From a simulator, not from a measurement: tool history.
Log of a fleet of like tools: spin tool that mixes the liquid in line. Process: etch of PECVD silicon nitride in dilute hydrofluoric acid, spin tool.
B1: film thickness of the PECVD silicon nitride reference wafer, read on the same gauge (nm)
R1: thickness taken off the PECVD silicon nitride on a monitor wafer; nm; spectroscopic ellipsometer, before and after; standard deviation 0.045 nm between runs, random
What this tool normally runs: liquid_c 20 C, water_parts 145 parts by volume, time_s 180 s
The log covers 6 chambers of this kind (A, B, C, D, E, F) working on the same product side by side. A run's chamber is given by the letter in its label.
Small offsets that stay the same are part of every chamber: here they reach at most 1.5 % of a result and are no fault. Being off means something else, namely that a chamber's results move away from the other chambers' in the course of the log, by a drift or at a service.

run 1A hour=5.7 | liquid_c=20 water_parts=145 time_s=180 | B1=90.029 | R1=5.4727
run 2F hour=10.7 | liquid_c=20 water_parts=145 time_s=180 | B1=90.003 | R1=5.5235
run 3B hour=18.1 | liquid_c=20 water_parts=145 time_s=180 | B1=90.016 | R1=5.4563
run 4E hour=26.1 | liquid_c=20 water_parts=145 time_s=180 | B1=90.024 | R1=5.4213
run 5D hour=30.1 | liquid_c=20 water_parts=145 time_s=180 | B1=89.959 | R1=5.3986
run 6C hour=37.8 | liquid_c=20 water_parts=145 time_s=180 | B1=90.031 | R1=5.4475
run 7B hour=46.7 | liquid_c=20 water_parts=145 time_s=180 | B1=90.007 | R1=5.4915
run 8F hour=54 | liquid_c=20 water_parts=145 time_s=270 | B1=90.008 | R1=8.1634
run 9D hour=58.9 | liquid_c=20 water_parts=145 time_s=270 | B1=89.975 | R1=8.1448
run 10C hour=63.7 | liquid_c=20 water_parts=145 time_s=270 | B1=90.023 | R1=8.2659
run 11A hour=71.5 | liquid_c=20 water_parts=145 time_s=270 | B1=89.998 | R1=8.1124
run 12E hour=79.8 | liquid_c=20 water_parts=145 time_s=270 | B1=90.007 | R1=8.2385
run 13D hour=86.3 | liquid_c=20 water_parts=145 time_s=270 | B1=90.001 | R1=8.1041
run 14A hour=92.8 | liquid_c=20 water_parts=110 time_s=285 | B1=89.998 | R1=11.373
run 15F hour=99.5 | liquid_c=20 water_parts=110 time_s=285 | B1=89.966 | R1=11.319
run 16B hour=103.9 | liquid_c=20 water_parts=110 time_s=285 | B1=89.974 | R1=11.626
run 17E hour=112.3 | liquid_c=20 water_parts=110 time_s=285 | B1=90.004 | R1=11.244
run 18C hour=120.1 | liquid_c=20 water_parts=110 time_s=285 | B1=89.988 | R1=11.514
run 19A hour=127.7 | liquid_c=20 water_parts=110 time_s=285 | B1=90.02 | R1=11.235
run 20C hour=132 | liquid_c=20 water_parts=145 time_s=180 | B1=90.008 | R1=5.5179
run 21F hour=140.5 | liquid_c=20 water_parts=145 time_s=180 | B1=90.041 | R1=5.4983
run 22B hour=147.4 | liquid_c=24.5 water_parts=145 time_s=180 | B1=90.035 | R1=7.4901
run 23E hour=151.7 | liquid_c=24.5 water_parts=145 time_s=180 | B1=90.027 | R1=7.3139
run 24D hour=159.3 | liquid_c=24.5 water_parts=145 time_s=180 | B1=89.986 | R1=7.2265
run 25A hour=164.4 | liquid_c=24.5 water_parts=145 time_s=180 | B1=89.979 | R1=7.2084
run 26B hour=169.6 | liquid_c=24.5 water_parts=145 time_s=180 | B1=89.983 | R1=7.3805
run 27F hour=177.4 | liquid_c=24.5 water_parts=145 time_s=180 | B1=90.001 | R1=7.3885
run 28C hour=186.2 | liquid_c=24 water_parts=170 time_s=180 | B1=90.021 | R1=6.4032
run 29D hour=191.4 | liquid_c=24 water_parts=170 time_s=180 | B1=89.97 | R1=6.0197
run 30E hour=200.4 | liquid_c=24 water_parts=170 time_s=180 | B1=90.032 | R1=5.9997
run 31F hour=206.1 | liquid_c=24 water_parts=170 time_s=180 | B1=89.984 | R1=6.1214
run 32B hour=211.8 | liquid_c=24 water_parts=170 time_s=180 | B1=90.014 | R1=6.0398
run 33A hour=218 | liquid_c=24 water_parts=170 time_s=180 | B1=90.012 | R1=5.977
run 34C hour=225.6 | liquid_c=20 water_parts=145 time_s=180 | B1=90.029 | R1=5.8144
run 35D hour=230.7 | liquid_c=20 water_parts=145 time_s=180 | B1=90 | R1=5.4087
run 36E hour=236 | liquid_c=20 water_parts=145 time_s=180 | B1=89.983 | R1=5.5244
run 37D hour=242.8 | liquid_c=20 water_parts=145 time_s=180 | B1=90.025 | R1=5.4352
-- hour=244.3 chamber A: thermometer replaced
-- hour=245.3 chamber F: thermometer replaced
run 38C hour=247.7 | liquid_c=20 water_parts=145 time_s=180 | B1=89.955 | R1=5.9032
run 39B hour=252.3 | liquid_c=20 water_parts=145 time_s=180 | B1=89.984 | R1=5.5133
-- hour=256.2 chamber A: hydrofluoric acid flow meter replaced
run 40E hour=260.8 | liquid_c=20 water_parts=145 time_s=180 | B1=89.983 | R1=5.5058
run 41F hour=269.2 | liquid_c=20 water_parts=145 time_s=180 | B1=90 | R1=5.4703
run 42A hour=276.3 | liquid_c=20 water_parts=145 time_s=215 | B1=89.955 | R1=6.4102

Each of the 6 chambers runs these same settings next. Fill in every chamber's results:
run 43A hour=282.7 | liquid_c=20 water_parts=145 time_s=180 | R1=?
run 43B hour=282.7 | liquid_c=20 water_parts=145 time_s=180 | R1=?
run 43C hour=282.7 | liquid_c=20 water_parts=145 time_s=180 | R1=?
run 43D hour=282.7 | liquid_c=20 water_parts=145 time_s=180 | R1=?
run 43E hour=282.7 | liquid_c=20 water_parts=145 time_s=180 | R1=?
run 43F hour=282.7 | liquid_c=20 water_parts=145 time_s=180 | R1=?

run=43A R1=5.3797
run=43B R1=5.4607
run=43C R1=5.9474
run=43D R1=5.389
run=43E R1=5.4331
run=43F R1=5.4569

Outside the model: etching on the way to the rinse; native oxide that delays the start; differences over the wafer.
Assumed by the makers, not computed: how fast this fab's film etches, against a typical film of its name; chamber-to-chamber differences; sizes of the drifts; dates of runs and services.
